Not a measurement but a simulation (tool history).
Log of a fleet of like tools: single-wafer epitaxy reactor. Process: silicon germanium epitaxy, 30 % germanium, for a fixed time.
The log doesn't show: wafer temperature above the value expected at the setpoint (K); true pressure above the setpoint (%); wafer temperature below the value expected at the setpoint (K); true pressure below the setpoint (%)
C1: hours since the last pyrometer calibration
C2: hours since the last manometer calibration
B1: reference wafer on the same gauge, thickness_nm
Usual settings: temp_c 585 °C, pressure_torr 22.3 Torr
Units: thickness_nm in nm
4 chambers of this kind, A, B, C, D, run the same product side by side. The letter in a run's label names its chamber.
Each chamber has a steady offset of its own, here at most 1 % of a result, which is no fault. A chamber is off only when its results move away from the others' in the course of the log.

run 1A hour=11.4 | temp_c=585 pressure_torr=22.3 | C1=1840.8 C2=145.5 | B1=41.245 | thickness_nm=46.856
run 2B hour=21.5 | temp_c=585 pressure_torr=22.3 | C1=973.8 C2=2023.7 | B1=41.178 | thickness_nm=46.648
run 3D hour=27.8 | temp_c=585 pressure_torr=22.3 | C1=1115.2 C2=1494.0 | B1=41.223 | thickness_nm=46.432
run 4C hour=36.1 | temp_c=585 pressure_torr=22.3 | C1=838.2 C2=1294.4 | B1=41.223 | thickness_nm=46.344
run 5B hour=48.4 | temp_c=585 pressure_torr=19.6 | C1=1000.7 C2=2050.6 | B1=41.222 | thickness_nm=43.193
run 6D hour=57.6 | temp_c=585 pressure_torr=19.6 | C1=1145.0 C2=1523.8 | B1=41.186 | thickness_nm=43.907
run 7C hour=69.9 | temp_c=585 pressure_torr=19.6 | C1=872.0 C2=1328.2 | B1=41.212 | thickness_nm=43.713
-- hour=80.5 chamber D: pyrometer calibrated
run 8A hour=81.0 | temp_c=585 pressure_torr=19.6 | C1=1910.4 C2=215.1 | B1=41.204 | thickness_nm=44.232
run 9D hour=88.3 | temp_c=585 pressure_torr=22.3 | C1=7.8 C2=1554.5 | B1=41.198 | thickness_nm=44.389
-- hour=93.2 chamber D: capacitance manometer re-zeroed and calibrated
run 10C hour=99.7 | temp_c=585 pressure_torr=22.3 | C1=901.8 C2=1358.0 | B1=41.180 | thickness_nm=46.984
run 11A hour=107.7 | temp_c=585 pressure_torr=22.3 | C1=1937.1 C2=241.8 | B1=41.196 | thickness_nm=46.912
run 12B hour=116.1 | temp_c=585 pressure_torr=22.3 | C1=1068.4 C2=2118.3 | B1=41.238 | thickness_nm=46.285
run 13A hour=122.3 | temp_c=585 pressure_torr=22.3 | C1=1951.7 C2=256.4 | B1=41.209 | thickness_nm=46.854
run 14B hour=130.9 | temp_c=585 pressure_torr=22.3 | C1=1083.2 C2=2133.1 | B1=41.154 | thickness_nm=46.645
run 15D hour=141.2 | temp_c=585 pressure_torr=22.3 | C1=60.7 C2=48.1 | B1=41.179 | thickness_nm=44.280
run 16C hour=149.2 | temp_c=585 pressure_torr=22.3 | C1=951.3 C2=1407.5 | B1=41.242 | thickness_nm=46.415
run 17C hour=155.1 | temp_c=585 pressure_torr=24.2 | C1=957.2 C2=1413.4 | B1=41.190 | thickness_nm=48.020
run 18A hour=166.8 | temp_c=585 pressure_torr=24.2 | C1=1996.2 C2=300.9 | B1=41.193 | thickness_nm=47.842
run 19D hour=178.1 | temp_c=585 pressure_torr=24.2 | C1=97.6 C2=85.0 | B1=41.215 | thickness_nm=46.367
run 20B hour=184.2 | temp_c=585 pressure_torr=24.2 | C1=1136.5 C2=2186.4 | B1=41.212 | thickness_nm=47.789
run 21D hour=196.6 | temp_c=585 pressure_torr=22.3 | C1=116.1 C2=103.5 | B1=41.237 | thickness_nm=44.702
run 22C hour=208.6 | temp_c=585 pressure_torr=22.3 | C1=1010.7 C2=1466.9 | B1=41.200 | thickness_nm=46.209
run 23B hour=217.0 | temp_c=585 pressure_torr=22.3 | C1=1169.3 C2=2219.2 | B1=41.234 | thickness_nm=45.972
run 24A hour=227.4 | temp_c=585 pressure_torr=22.3 | C1=2056.8 C2=361.5 | B1=41.259 | thickness_nm=46.397
run 25C hour=237.4 | temp_c=585 pressure_torr=22.3 | C1=1039.5 C2=1495.7 | B1=41.206 | thickness_nm=46.453
run 26B hour=247.9 | temp_c=585 pressure_torr=22.3 | C1=1200.2 C2=2250.1 | B1=41.176 | thickness_nm=46.280
run 27A hour=255.6 | temp_c=585 pressure_torr=22.3 | C1=2085.0 C2=389.7 | B1=41.251 | thickness_nm=46.846
run 28D hour=261.9 | temp_c=585 pressure_torr=22.3 | C1=181.4 C2=168.8 | B1=41.206 | thickness_nm=44.642

What goes on in this fleet: one chamber off, a drifting gauge, or nothing beyond the chambers' own small offsets? Name the chamber and the cause, if any.

A service left chamber D off against the others.
Cause: wafer temperature below the value expected at the setpoint (K) = 2.39.

Here are 4 candidates for chamber D's next run, each the usual settings with a change, their results left as question marks. Which one brings its results back in line with what the others give on the usual settings?
In line means no further than this from the other chambers' mean on the usual settings: thickness_nm 0.930 nm
run 29D-1 hour=270.8 | temp_c=583 pressure_torr=22.3 | thickness_nm=?
run 29D-2 hour=270.8 | temp_c=587 pressure_torr=22.6 | thickness_nm=?
run 29D-3 hour=270.8 | temp_c=589 pressure_torr=22.3 | thickness_nm=?
run 29D-4 hour=270.8 | temp_c=581 pressure_torr=22.3 | thickness_nm=?

The other chambers' mean on the usual settings: thickness_nm 46.484 nm
run=29D-1 thickness_nm=43.031
run=29D-2 thickness_nm=46.635
run=29D-3 thickness_nm=48.136
run=29D-4 thickness_nm=41.438
29D-2 brings the chamber back in line.
